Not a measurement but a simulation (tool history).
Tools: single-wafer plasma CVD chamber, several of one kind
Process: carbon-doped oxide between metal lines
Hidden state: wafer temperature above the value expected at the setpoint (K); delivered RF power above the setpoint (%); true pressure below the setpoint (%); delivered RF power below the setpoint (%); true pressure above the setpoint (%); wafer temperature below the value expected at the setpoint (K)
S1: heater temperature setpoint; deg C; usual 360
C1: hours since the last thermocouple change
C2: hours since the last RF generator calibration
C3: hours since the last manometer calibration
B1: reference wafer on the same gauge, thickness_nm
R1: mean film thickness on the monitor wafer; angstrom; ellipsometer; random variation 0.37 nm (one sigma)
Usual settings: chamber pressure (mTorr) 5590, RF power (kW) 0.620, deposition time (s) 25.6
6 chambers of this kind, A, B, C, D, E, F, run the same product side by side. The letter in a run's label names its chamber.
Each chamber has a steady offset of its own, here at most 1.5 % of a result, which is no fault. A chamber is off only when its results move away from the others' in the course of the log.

Run 1B, hour 5.8: usual settings; C1 304.8; C2 1111.7; C3 359.4; B1 133.08. Result: R1 1478.8 angstrom.
Run 2F, hour 10.4: usual settings; C1 992.3; C2 2266.8; C3 1013.4; B1 133.03. Result: R1 1488.6 angstrom.
Run 3C, hour 16.4: usual settings; C1 852.2; C2 109.1; C3 332.3; B1 133.05. Result: R1 1489.0 angstrom.
Run 4D, hour 21.3: usual settings; C1 310.8; C2 1113.6; C3 334.6; B1 133.03. Result: R1 1477.5 angstrom.
At hour 23.6: chamber F: RF generator calibrated.
Run 5E, hour 26.9: usual settings but RF power (kW) 0.715; C1 965.1; C2 785.5; C3 494.6; B1 133.05. Result: R1 1595.5 angstrom.
Run 6A, hour 30.9: usual settings but RF power (kW) 0.715; C1 671.5; C2 572.3; C3 1200.3; B1 132.93. Result: R1 1617.7 angstrom.
Run 7D, hour 35.7: usual settings but RF power (kW) 0.715; C1 325.2; C2 1128.0; C3 349.0; B1 132.94. Result: R1 1615.0 angstrom.
Run 8C, hour 41.8: usual settings but RF power (kW) 0.715; C1 877.6; C2 134.5; C3 357.7; B1 133.06. Result: R1 1616.0 angstrom.
Run 9B, hour 45.9: usual settings but RF power (kW) 0.715; C1 344.9; C2 1151.8; C3 399.5; B1 133.00. Result: R1 1611.2 angstrom.
Run 10F, hour 49.4: usual settings but RF power (kW) 0.715; C1 1031.3; C2 25.9; C3 1052.4; B1 132.94. Result: R1 1622.8 angstrom.
Run 11A, hour 54.4: usual settings; C1 695.0; C2 595.8; C3 1223.8; B1 133.03. Result: R1 1496.5 angstrom.
Run 12E, hour 59.9: usual settings; C1 998.1; C2 818.5; C3 527.6; B1 133.08. Result: R1 1460.5 angstrom.
Run 13D, hour 62.7: usual settings but chamber pressure (mTorr) 4530, deposition time (s) 24.0; C1 352.2; C2 1155.0; C3 376.0; B1 133.01. Result: R1 1349.6 angstrom.
Run 14A, hour 65.8: usual settings but chamber pressure (mTorr) 4530, deposition time (s) 24.0; C1 706.4; C2 607.2; C3 1235.2; B1 132.92. Result: R1 1364.6 angstrom.
Run 15E, hour 70.6: usual settings but chamber pressure (mTorr) 4530, deposition time (s) 24.0; C1 1008.8; C2 829.2; C3 538.3; B1 133.02. Result: R1 1338.6 angstrom.
Run 16F, hour 76.3: usual settings but chamber pressure (mTorr) 4530, deposition time (s) 24.0; C1 1058.2; C2 52.8; C3 1079.3; B1 133.03. Result: R1 1355.7 angstrom.
Run 17C, hour 79.4: usual settings but chamber pressure (mTorr) 4530, deposition time (s) 24.0; C1 915.2; C2 172.1; C3 395.3; B1 133.03. Result: R1 1355.7 angstrom.
Run 18B, hour 82.8: usual settings but chamber pressure (mTorr) 4530, deposition time (s) 24.0; C1 381.8; C2 1188.7; C3 436.4; B1 132.98. Result: R1 1348.8 angstrom.
Run 19C, hour 88.9: usual settings but S1 347 deg C, chamber pressure (mTorr) 6320; C1 924.7; C2 181.6; C3 404.8; B1 132.99. Result: R1 1558.3 angstrom.
Run 20B, hour 94.8: usual settings but S1 347 deg C, chamber pressure (mTorr) 6320; C1 393.8; C2 1200.7; C3 448.4; B1 133.05. Result: R1 1547.9 angstrom.
Run 21D, hour 100.5: usual settings but S1 347 deg C, chamber pressure (mTorr) 6320; C1 390.0; C2 1192.8; C3 413.8; B1 132.97. Result: R1 1557.1 angstrom.
Run 22E, hour 106.8: usual settings but S1 347 deg C, chamber pressure (mTorr) 6320; C1 1045.0; C2 865.4; C3 574.5; B1 133.00. Result: R1 1532.8 angstrom.
At hour 109.6: chamber B: RF generator calibrated.
Run 23A, hour 112.8: usual settings but S1 347 deg C, chamber pressure (mTorr) 6320; C1 753.4; C2 654.2; C3 1282.2; B1 133.02. Result: R1 1571.1 angstrom.
Run 24F, hour 117.5: usual settings but S1 347 deg C, chamber pressure (mTorr) 6320; C1 1099.4; C2 94.0; C3 1120.5; B1 133.04. Result: R1 1562.2 angstrom.
Run 25F, hour 121.0: usual settings but chamber pressure (mTorr) 6350, deposition time (s) 22.1; C1 1102.9; C2 97.5; C3 1124.0; B1 133.04. Result: R1 1303.1 angstrom.
Run 26E, hour 127.5: usual settings but chamber pressure (mTorr) 6350, deposition time (s) 22.1; C1 1065.7; C2 886.1; C3 595.2; B1 133.03. Result: R1 1279.4 angstrom.
Run 27B, hour 133.8: usual settings but chamber pressure (mTorr) 6350, deposition time (s) 22.1; C1 432.8; C2 24.2; C3 487.4; B1 132.96. Result: R1 1302.5 angstrom.
Run 28C, hour 137.1: usual settings but chamber pressure (mTorr) 6350, deposition time (s) 22.1; C1 972.9; C2 229.8; C3 453.0; B1 133.01. Result: R1 1299.1 angstrom.
Run 29D, hour 142.0: usual settings but chamber pressure (mTorr) 6350, deposition time (s) 22.1; C1 431.5; C2 1234.3; C3 455.3; B1 133.00. Result: R1 1295.4 angstrom.
Run 30A, hour 147.3: usual settings but chamber pressure (mTorr) 6350, deposition time (s) 22.1; C1 787.9; C2 688.7; C3 1316.7; B1 132.97. Result: R1 1312.9 angstrom.
Run 31E, hour 150.9: usual settings; C1 1089.1; C2 909.5; C3 618.6; B1 132.93. Result: R1 1467.2 angstrom.
Run 32A, hour 155.5: usual settings; C1 796.1; C2 696.9; C3 1324.9; B1 132.98. Result: R1 1489.4 angstrom.
Run 33D, hour 159.8: usual settings; C1 449.3; C2 1252.1; C3 473.1; B1 133.03. Result: R1 1479.3 angstrom.
Run 34B, hour 163.3: usual settings; C1 462.3; C2 53.7; C3 516.9; B1 132.96. Result: R1 1481.0 angstrom.
Run 35F, hour 167.8: usual settings; C1 1149.7; C2 144.3; C3 1170.8; B1 133.04. Result: R1 1489.4 angstrom.
Run 36C, hour 172.5: usual settings; C1 1008.3; C2 265.2; C3 488.4; B1 133.03. Result: R1 1483.4 angstrom.
Run 37E, hour 175.3: usual settings; C1 1113.5; C2 933.9; C3 643.0; B1 133.07. Result: R1 1464.8 angstrom.
Run 38C, hour 180.4: usual settings but RF power (kW) 0.715, deposition time (s) 27.5; C1 1016.2; C2 273.1; C3 496.3; B1 133.01. Result: R1 1729.5 angstrom.
Run 39D, hour 184.5: usual settings but RF power (kW) 0.715, deposition time (s) 27.5; C1 474.0; C2 1276.8; C3 497.8; B1 132.95. Result: R1 1735.9 angstrom.
Run 40F, hour 189.0: usual settings but RF power (kW) 0.715, deposition time (s) 27.5; C1 1170.9; C2 165.5; C3 1192.0; B1 132.94. Result: R1 1738.2 angstrom.
Run 41B, hour 193.3: usual settings but RF power (kW) 0.715, deposition time (s) 27.5; C1 492.3; C2 83.7; C3 546.9; B1 133.01. Result: R1 1735.9 angstrom.
Run 42A, hour 196.3: usual settings but RF power (kW) 0.715, deposition time (s) 27.5; C1 836.9; C2 737.7; C3 1365.7; B1 132.97. Result: R1 1747.7 angstrom.
Run 43E, hour 199.8: usual settings but RF power (kW) 0.715, deposition time (s) 27.5; C1 1138.0; C2 958.4; C3 667.5; B1 132.96. Result: R1 1702.9 angstrom.

All 6 chambers run these settings next. Forecast each chamber's results:
Run 44A, hour 204.5: usual settings. Result: R1 ?.
Run 44B, hour 204.5: usual settings. Result: R1 ?.
Run 44C, hour 204.5: usual settings. Result: R1 ?.
Run 44D, hour 204.5: usual settings. Result: R1 ?.
Run 44E, hour 204.5: usual settings. Result: R1 ?.
Run 44F, hour 204.5: usual settings. Result: R1 ?.

run      R1
44A  1489.3
44B  1482.6
44C  1484.9
44D  1478.3
44E  1460.0
44F  1490.0

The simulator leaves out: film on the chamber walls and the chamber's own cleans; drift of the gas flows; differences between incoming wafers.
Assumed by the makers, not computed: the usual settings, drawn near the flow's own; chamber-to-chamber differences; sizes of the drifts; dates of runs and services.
